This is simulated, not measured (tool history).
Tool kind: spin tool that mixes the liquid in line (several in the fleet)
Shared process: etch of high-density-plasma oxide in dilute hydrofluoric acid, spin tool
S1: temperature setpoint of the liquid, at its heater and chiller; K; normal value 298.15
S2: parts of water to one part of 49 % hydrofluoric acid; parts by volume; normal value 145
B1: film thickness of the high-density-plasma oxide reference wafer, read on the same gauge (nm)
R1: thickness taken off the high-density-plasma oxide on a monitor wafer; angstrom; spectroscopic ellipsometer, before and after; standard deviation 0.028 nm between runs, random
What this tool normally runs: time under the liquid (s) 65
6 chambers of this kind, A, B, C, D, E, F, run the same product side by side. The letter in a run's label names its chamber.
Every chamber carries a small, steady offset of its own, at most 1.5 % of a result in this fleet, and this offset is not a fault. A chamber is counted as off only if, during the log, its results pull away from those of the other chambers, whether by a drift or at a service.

run 1F hour=5.8 | S1=298.15 S2=145 time_under_the_liquid_(s)=65 | B1=120.00 | R1=41.772
run 2B hour=9.1 | S1=298.15 S2=145 time_under_the_liquid_(s)=65 | B1=120.02 | R1=41.325
run 3E hour=12.6 | S1=298.15 S2=145 time_under_the_liquid_(s)=65 | B1=120.00 | R1=40.833
run 4A hour=17.2 | S1=298.15 S2=145 time_under_the_liquid_(s)=65 | B1=119.98 | R1=40.450
run 5C hour=23.4 | S1=298.15 S2=145 time_under_the_liquid_(s)=65 | B1=120.00 | R1=40.631
run 6D hour=27.2 | S1=298.15 S2=200 time_under_the_liquid_(s)=65 | B1=120.00 | R1=27.873
run 7B hour=32.9 | S1=298.15 S2=200 time_under_the_liquid_(s)=65 | B1=120.00 | R1=27.770
run 8C hour=37.3 | S1=298.15 S2=200 time_under_the_liquid_(s)=65 | B1=120.03 | R1=27.660
run 9E hour=43.4 | S1=298.15 S2=200 time_under_the_liquid_(s)=65 | B1=120.02 | R1=28.066
run 10F hour=50.3 | S1=298.15 S2=200 time_under_the_liquid_(s)=65 | B1=119.98 | R1=28.113
run 11D hour=57.5 | S1=298.15 S2=200 time_under_the_liquid_(s)=65 | B1=119.99 | R1=27.985
run 12A hour=61.3 | S1=298.15 S2=145 time_under_the_liquid_(s)=65 | B1=119.97 | R1=40.510
run 13B hour=67.1 | S1=298.15 S2=145 time_under_the_liquid_(s)=90 | B1=120.00 | R1=57.302
run 14C hour=74.4 | S1=298.15 S2=145 time_under_the_liquid_(s)=90 | B1=119.99 | R1=56.587
run 15F hour=78.5 | S1=298.15 S2=145 time_under_the_liquid_(s)=90 | B1=119.98 | R1=56.275
run 16D hour=81.9 | S1=298.15 S2=145 time_under_the_liquid_(s)=90 | B1=120.01 | R1=57.429
run 17A hour=86.6 | S1=298.15 S2=145 time_under_the_liquid_(s)=90 | B1=120.01 | R1=55.273
run 18E hour=92.8 | S1=298.15 S2=145 time_under_the_liquid_(s)=90 | B1=120.00 | R1=56.967
run 19B hour=99.6 | S1=298.15 S2=145 time_under_the_liquid_(s)=65 | B1=120.00 | R1=41.499
run 20C hour=104.9 | S1=298.15 S2=145 time_under_the_liquid_(s)=65 | B1=119.99 | R1=41.147
run 21E hour=111.6 | S1=298.15 S2=145 time_under_the_liquid_(s)=65 | B1=120.01 | R1=41.836
run 22F hour=117.5 | S1=298.15 S2=145 time_under_the_liquid_(s)=65 | B1=120.01 | R1=41.303
run 23D hour=121.4 | S1=298.15 S2=145 time_under_the_liquid_(s)=65 | B1=119.98 | R1=40.860
run 24A hour=128.7 | S1=298.15 S2=145 time_under_the_liquid_(s)=65 | B1=120.00 | R1=39.123
run 25E hour=134.6 | S1=298.15 S2=145 time_under_the_liquid_(s)=65 | B1=120.01 | R1=41.453
run 26B hour=139.9 | S1=298.15 S2=145 time_under_the_liquid_(s)=95 | B1=120.01 | R1=60.033
-- hour=145.7 chamber C: hydrofluoric acid flow meter replaced
run 27F hour=146.0 | S1=298.15 S2=145 time_under_the_liquid_(s)=95 | B1=120.01 | R1=60.208
run 28C hour=150.5 | S1=298.15 S2=145 time_under_the_liquid_(s)=95 | B1=120.01 | R1=59.370
run 29A hour=157.0 | S1=298.15 S2=145 time_under_the_liquid_(s)=95 | B1=119.97 | R1=57.119
run 30D hour=163.2 | S1=298.15 S2=145 time_under_the_liquid_(s)=95 | B1=119.96 | R1=61.087
run 31A hour=169.7 | S1=298.15 S2=145 time_under_the_liquid_(s)=95 | B1=119.99 | R1=56.374
run 32F hour=174.7 | S1=301.15 S2=145 time_under_the_liquid_(s)=30 | B1=120.02 | R1=20.943
run 33E hour=180.9 | S1=301.15 S2=145 time_under_the_liquid_(s)=30 | B1=119.98 | R1=21.208
run 34D hour=186.9 | S1=301.15 S2=145 time_under_the_liquid_(s)=30 | B1=120.00 | R1=21.296
run 35B hour=191.6 | S1=301.15 S2=145 time_under_the_liquid_(s)=30 | B1=120.01 | R1=21.243
run 36C hour=197.1 | S1=301.15 S2=145 time_under_the_liquid_(s)=30 | B1=119.98 | R1=21.193

Decide between three cases: one chamber stands off from its peers, the gauge reading all wafers drifts, or nothing is wrong past each chamber's small offset. Where a chamber is off, say which and what most likely put it there.

Little by little, chamber A moves away from the other chambers.
Cause: liquid colder than its thermometer reads (K) = 2.16.
Not necessarily distinguishable in this log from: hydrofluoric acid flow below the setpoint (%).

Below are 4 candidate recipes for chamber A's next run, each the usual settings with a change, their results shown as question marks. Which of them brings A's results back in line with what the other chambers give on the usual settings?
Counts as in line when no further than this from what the other chambers average on the usual settings: R1 0.990 angstrom
run 37A-1 hour=202.5 | S1=297.65 S2=155 time_under_the_liquid_(s)=60 | R1=?
run 37A-2 hour=202.5 | S1=298.15 S2=125 time_under_the_liquid_(s)=65 | R1=?
run 37A-3 hour=202.5 | S1=298.15 S2=145 time_under_the_liquid_(s)=60 | R1=?
run 37A-4 hour=202.5 | S1=298.15 S2=145 time_under_the_liquid_(s)=70 | R1=?

Usual-settings mean across the other chambers: R1 41.112 angstrom
run=37A-1 R1=31.801
run=37A-2 R1=44.966
run=37A-3 R1=35.027
run=37A-4 R1=40.865
The answer is 37A-4, which returns the chamber to within the allowed miss of the others.
